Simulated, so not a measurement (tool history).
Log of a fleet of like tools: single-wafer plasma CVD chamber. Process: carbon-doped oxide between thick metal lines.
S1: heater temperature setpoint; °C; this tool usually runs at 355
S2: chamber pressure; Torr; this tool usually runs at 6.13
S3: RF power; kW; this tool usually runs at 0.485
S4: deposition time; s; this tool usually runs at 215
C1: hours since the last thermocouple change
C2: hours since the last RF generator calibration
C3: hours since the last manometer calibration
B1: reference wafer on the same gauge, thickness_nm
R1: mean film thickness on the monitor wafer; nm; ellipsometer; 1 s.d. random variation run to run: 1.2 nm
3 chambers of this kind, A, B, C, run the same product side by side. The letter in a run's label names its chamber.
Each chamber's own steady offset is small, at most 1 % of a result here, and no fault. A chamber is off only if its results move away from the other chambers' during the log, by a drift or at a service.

Run 1A, day 0.450: usual settings; C1 126.6; C2 924.2; C3 888.4; B1 1139.9. Result: R1 1068.1 nm.
Run 2B, day 0.754: usual settings; C1 40.2; C2 532.0; C3 1614.4; B1 1139.9. Result: R1 1081.3 nm.
Run 3C, day 1.325: usual settings; C1 63.3; C2 1190.2; C3 429.8; B1 1140.6. Result: R1 1076.7 nm.
Run 4C, day 1.867: usual settings; C1 76.3; C2 1203.2; C3 442.8; B1 1140.7. Result: R1 1075.4 nm.
Run 5B, day 2.254: usual settings; C1 76.2; C2 568.0; C3 1650.4; B1 1140.6. Result: R1 1083.4 nm.
Run 6A, day 2.775: usual settings; C1 182.4; C2 980.0; C3 944.2; B1 1141.0. Result: R1 1070.9 nm.
Run 7A, day 3.133: usual settings but S1 363 °C, S2 5.04 Torr; C1 191.0; C2 988.6; C3 952.8; B1 1141.0. Result: R1 1022.7 nm.
Run 8C, day 3.488: usual settings but S1 363 °C, S2 5.04 Torr; C1 115.2; C2 1242.1; C3 481.7; B1 1141.2. Result: R1 1029.5 nm.
Run 9B, day 3.788: usual settings but S1 363 °C, S2 5.04 Torr; C1 113.0; C2 604.8; C3 1687.2; B1 1141.3. Result: R1 1035.9 nm.
Run 10B, day 4.067: usual settings; C1 119.7; C2 611.5; C3 1693.9; B1 1141.3. Result: R1 1081.4 nm.
Run 11A, day 4.400: usual settings; C1 221.4; C2 1019.0; C3 983.2; B1 1141.5. Result: R1 1070.2 nm.
Run 12C, day 4.954: usual settings; C1 150.4; C2 1277.3; C3 516.9; B1 1141.7. Result: R1 1077.0 nm.
Run 13B, day 5.229: usual settings; C1 147.6; C2 639.4; C3 1721.8; B1 1142.0. Result: R1 1082.2 nm.
Run 14A, day 5.550: usual settings but S1 360 °C; C1 249.0; C2 1046.6; C3 1010.8; B1 1142.0. Result: R1 1056.5 nm.
Run 15C, day 6.071: usual settings but S1 360 °C; C1 177.2; C2 1304.1; C3 543.7; B1 1142.5. Result: R1 1062.3 nm.
At day 6.112: chamber A: capacitance manometer re-zeroed and calibrated.
Run 16C, day 6.575: usual settings but S1 360 °C; C1 189.3; C2 1316.2; C3 555.8; B1 1142.2. Result: R1 1062.5 nm.
Run 17A, day 6.954: usual settings; C1 282.7; C2 1080.3; C3 20.2; B1 1142.4. Result: R1 1071.2 nm.
Run 18B, day 7.412: usual settings; C1 200.0; C2 691.8; C3 1774.2; B1 1142.4. Result: R1 1085.6 nm.
Run 19A, day 7.783: usual settings but S2 7.16 Torr, S3 0.435 kW; C1 302.6; C2 1100.2; C3 40.1; B1 1142.6. Result: R1 1012.0 nm.
Run 20C, day 8.083: usual settings but S2 7.16 Torr, S3 0.435 kW; C1 225.5; C2 1352.4; C3 592.0; B1 1142.7. Result: R1 1017.0 nm.
At day 8.275: chamber B: capacitance manometer re-zeroed and calibrated.
Run 21B, day 8.662: usual settings but S2 7.16 Torr, S3 0.435 kW; C1 230.0; C2 721.8; C3 9.3; B1 1143.1. Result: R1 1025.8 nm.
Run 22C, day 9.108: usual settings; C1 250.1; C2 1377.0; C3 616.6; B1 1143.3. Result: R1 1077.4 nm.
Run 23B, day 9.612: usual settings; C1 252.8; C2 744.6; C3 32.1; B1 1143.2. Result: R1 1086.6 nm.
Run 24A, day 9.875: usual settings; C1 352.8; C2 1150.4; C3 90.3; B1 1143.5. Result: R1 1072.7 nm.
Run 25B, day 10.167: usual settings; C1 266.1; C2 757.9; C3 45.4; B1 1143.8. Result: R1 1086.6 nm.
Run 26C, day 10.554: usual settings; C1 284.8; C2 1411.7; C3 651.3; B1 1144.0. Result: R1 1076.4 nm.
Run 27A, day 11.112: usual settings; C1 382.5; C2 1180.1; C3 120.0; B1 1143.8. Result: R1 1072.7 nm.
Run 28A, day 11.458: usual settings; C1 390.8; C2 1188.4; C3 128.3; B1 1144.3. Result: R1 1076.2 nm.
Run 29C, day 11.733: usual settings but S2 6.91 Torr, S4 248 s; C1 313.1; C2 1440.0; C3 679.6; B1 1144.0. Result: R1 1258.6 nm.
Run 30B, day 12.162: usual settings but S2 6.91 Torr, S4 248 s; C1 314.0; C2 805.8; C3 93.3; B1 1144.4. Result: R1 1266.0 nm.
Run 31B, day 12.450: usual settings but S2 6.91 Torr, S4 248 s; C1 320.9; C2 812.7; C3 100.2; B1 1144.6. Result: R1 1267.4 nm.
Run 32A, day 12.900: usual settings; C1 425.4; C2 1223.0; C3 162.9; B1 1144.7. Result: R1 1072.3 nm.
Run 33C, day 13.254: usual settings; C1 349.6; C2 1476.5; C3 716.1; B1 1144.8. Result: R1 1079.6 nm.
Run 34A, day 13.604: usual settings; C1 442.3; C2 1239.9; C3 179.8; B1 1144.8. Result: R1 1073.7 nm.
Run 35B, day 13.862: usual settings; C1 354.8; C2 846.6; C3 134.1; B1 1144.9. Result: R1 1087.9 nm.

Each of the 3 chambers runs these same settings next. Fill in every chamber's results:
Run 36A, day 14.292: usual settings. Result: R1 ?.
Run 36B, day 14.292: usual settings. Result: R1 ?.
Run 36C, day 14.292: usual settings. Result: R1 ?.

run      R1
36A  1074.8
36B  1086.7
36C  1080.6
